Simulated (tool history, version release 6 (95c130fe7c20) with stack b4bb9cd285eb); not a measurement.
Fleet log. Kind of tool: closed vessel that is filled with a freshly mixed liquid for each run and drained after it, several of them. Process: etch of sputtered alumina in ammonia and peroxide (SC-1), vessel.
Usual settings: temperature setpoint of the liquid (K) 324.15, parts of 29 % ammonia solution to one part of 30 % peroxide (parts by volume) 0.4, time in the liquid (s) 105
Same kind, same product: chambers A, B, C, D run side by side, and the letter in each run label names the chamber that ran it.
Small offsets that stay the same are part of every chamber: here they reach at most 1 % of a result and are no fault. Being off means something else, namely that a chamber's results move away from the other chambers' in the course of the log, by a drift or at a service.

run   hour  temperature setpoint of the liquid (K)  parts of 29 % ammonia solution to one part of 30 % peroxide (parts by volume)  time in the liquid (s)  hours since the thermometer was replaced  hours since the ammonia flow meter was replaced  hours since the drum of ammonia solution was connected  read-back film thickness of the sputtered alumina reference wafer, read on the same gauge (nm)  thickness taken off the sputtered alumina on a monitor wafer (nm)
 1C    4.3                                  324.15                                                                            0.4                     105                                     610.1                                           1484.7                                                   394.8                                                                                          120.01                                                             4.3262
 2B    7.2                                  324.15                                                                            0.4                     105                                    1270.6                                             41.2                                                   959.5                                                                                          120.02                                                             4.2331
 3A   12.9                                  324.15                                                                            0.4                     105                                     596.8                                            866.9                                                   289.9                                                                                             120                                                             4.2722
 4D   15.7                                  324.15                                                                            0.4                     105                                     398.5                                            322.7                                                   555.2                                                                                          119.98                                                             4.3424
 5A   18.3                                  324.15                                                                            0.4                     105                                     602.2                                            872.3                                                   295.3                                                                                          120.01                                                             4.3217
 6D   21.4                                  324.15                                                                            0.4                     105                                     404.2                                            328.4                                                   560.9                                                                                          119.99                                                             4.2725
 7B   25.9                                  324.15                                                                            0.4                     105                                    1289.3                                             59.9                                                   978.2                                                                                          120.01                                                             4.2767
 8C   30.5                                  331.65                                                                            0.3                     105                                     636.3                                           1510.9                                                     421                                                                                          119.98                                                             6.3976
 9A   34.4                                  331.65                                                                            0.3                     105                                     618.3                                            888.4                                                   311.4                                                                                          119.99                                                             6.0857
10B     40                                  331.65                                                                            0.3                     105                                    1303.4                                               74                                                   992.3                                                                                             120                                                             6.2689
11D   44.5                                  331.65                                                                            0.3                     105                                     427.3                                            351.5                                                     584                                                                                             120                                                             6.3597
12C   47.9                                  324.15                                                                            0.4                     105                                     653.7                                           1528.3                                                   438.4                                                                                          120.03                                                             4.4706
13B   50.7                                  324.15                                                                            0.4                     105                                    1314.1                                             84.7                                                    1003                                                                                          120.02                                                             4.2944
14A   55.8                                  324.15                                                                            0.4                     105                                     639.7                                            909.8                                                   332.8                                                                                          119.99                                                             4.2434
15C     61                                  324.15                                                                            0.4                     105                                     666.8                                           1541.4                                                   451.5                                                                                          119.99                                                             4.4556
16D   64.6                                  324.15                                                                            0.4                      80                                     447.4                                            371.6                                                   604.1                                                                                          120.03                                                             3.2775
17A   68.7                                  324.15                                                                            0.4                      80                                     652.6                                            922.7                                                   345.7                                                                                          120.02                                                             3.2861
18C   72.1                                  324.15                                                                            0.4                      80                                     677.9                                           1552.5                                                   462.6                                                                                          120.03                                                             3.4202
19D   74.9                                  324.15                                                                            0.4                      80                                     457.7                                            381.9                                                   614.4                                                                                             120                                                             3.2552
20B   78.4                                  324.15                                                                            0.4                     105                                    1341.8                                            112.4                                                  1030.7                                                                                          119.98                                                             4.2605
21B   81.7                                  324.15                                                                            0.4                     105                                    1345.1                                            115.7                                                    1034                                                                                             120                                                             4.2391
22A   84.5                                  324.15                                                                            0.4                     105                                     668.4                                            938.5                                                   361.5                                                                                          120.01                                                             4.2774
      87.6  -- chamber D: new drum of ammonia solution connected
23C   88.3                                  324.15                                                                            0.4                     105                                     694.1                                           1568.7                                                   478.8                                                                                          119.99                                                             4.5094
24D   92.4                                  324.15                                                                            0.4                     105                                     475.2                                            399.4                                                     4.8                                                                                             120                                                             4.2869
25B     98                                  324.15                                                                            0.4                     105                                    1361.4                                              132                                                  1050.3                                                                                          120.02                                                             4.2255
26A  102.5                                  324.15                                                                            0.4                     105                                     686.4                                            956.5                                                   379.5                                                                                          119.95                                                             4.3652
27D  105.9                                  324.15                                                                           0.55                      45                                     488.7                                            412.9                                                    18.3                                                                                          119.97                                                             1.8958
28C  108.7                                  324.15                                                                           0.55                      45                                     714.5                                           1589.1                                                   499.2                                                                                          119.99                                                             2.0482
29A  111.6                                  324.15                                                                           0.55                      45                                     695.5                                            965.6                                                   388.6                                                                                          119.99                                                             1.8678
30D  115.2                                  324.15                                                                           0.55                      45                                       498                                            422.2                                                    27.6                                                                                          120.01                                                             1.9034
31B    121                                  324.15                                                                            0.4                     105                                    1384.4                                              155                                                  1073.3                                                                                          120.03                                                             4.3069
32C  124.6                                  324.15                                                                            0.4                     105                                     730.4                                             1605                                                   515.1                                                                                             120                                                             4.5815
33D  129.2                                  324.15                                                                            0.4                     105                                       512                                            436.2                                                    41.6                                                                                          119.96                                                             4.2522
34A  132.5                                  324.15                                                                            0.4                     105                                     716.4                                            986.5                                                   409.5                                                                                          119.97                                                             4.2745
35C  137.6                                  324.15                                                                            0.4                     105                                     743.4                                             1618                                                   528.1                                                                                             120                                                             4.6216
36B  143.3                                  324.15                                                                            0.4                     105                                    1406.7                                            177.3                                                  1095.6                                                                                          120.03                                                             4.2916
37D  147.2                                  328.15                                                                            0.4                     155                                       530                                            454.2                                                    59.6                                                                                          119.98                                                             7.9729
38C  151.9                                  328.15                                                                            0.4                     155                                     757.7                                           1632.3                                                   542.4                                                                                             120                                                             8.6463
39B  155.6                                  328.15                                                                            0.4                     155                                      1419                                            189.6                                                  1107.9                                                                                          120.02                                                             7.8152
40A    161                                  328.15                                                                            0.4                     155                                     744.9                                             1015                                                     438                                                                                          120.02                                                             8.0127
41A  164.3                                  327.65                                                                            0.4                     105                                     748.2                                           1018.3                                                   441.3                                                                                          119.99                                                             5.1704
42B  168.8                                  327.65                                                                            0.4                     105                                    1432.2                                            202.8                                                  1121.1                                                                                          120.04                                                             5.2174
43D  173.8                                  327.65                                                                            0.4                     105                                     556.6                                            480.8                                                    86.2                                                                                             120                                                             5.1756
44C  176.5                                  327.65                                                                            0.4                     105                                     782.3                                           1656.9                                                     567                                                                                          120.05                                                             5.6708

All chambers now run identical settings, listed one chamber a line with results as question marks. What results will each chamber show?
45A  180.8                                  317.65                                                                            0.4                     105                                                                                                                                                                                                                                                                                                                     ?
45B  180.8                                  317.65                                                                            0.4                     105                                                                                                                                                                                                                                                                                                                     ?
45C  180.8                                  317.65                                                                            0.4                     105                                                                                                                                                                                                                                                                                                                     ?
45D  180.8                                  317.65                                                                            0.4                     105                                                                                                                                                                                                                                                                                                                     ?

run  thickness taken off the sputtered alumina on a monitor wafer (nm)
45A                                                             3.0201
45B                                                             2.9839
45C                                                             3.3789
45D                                                             2.9902
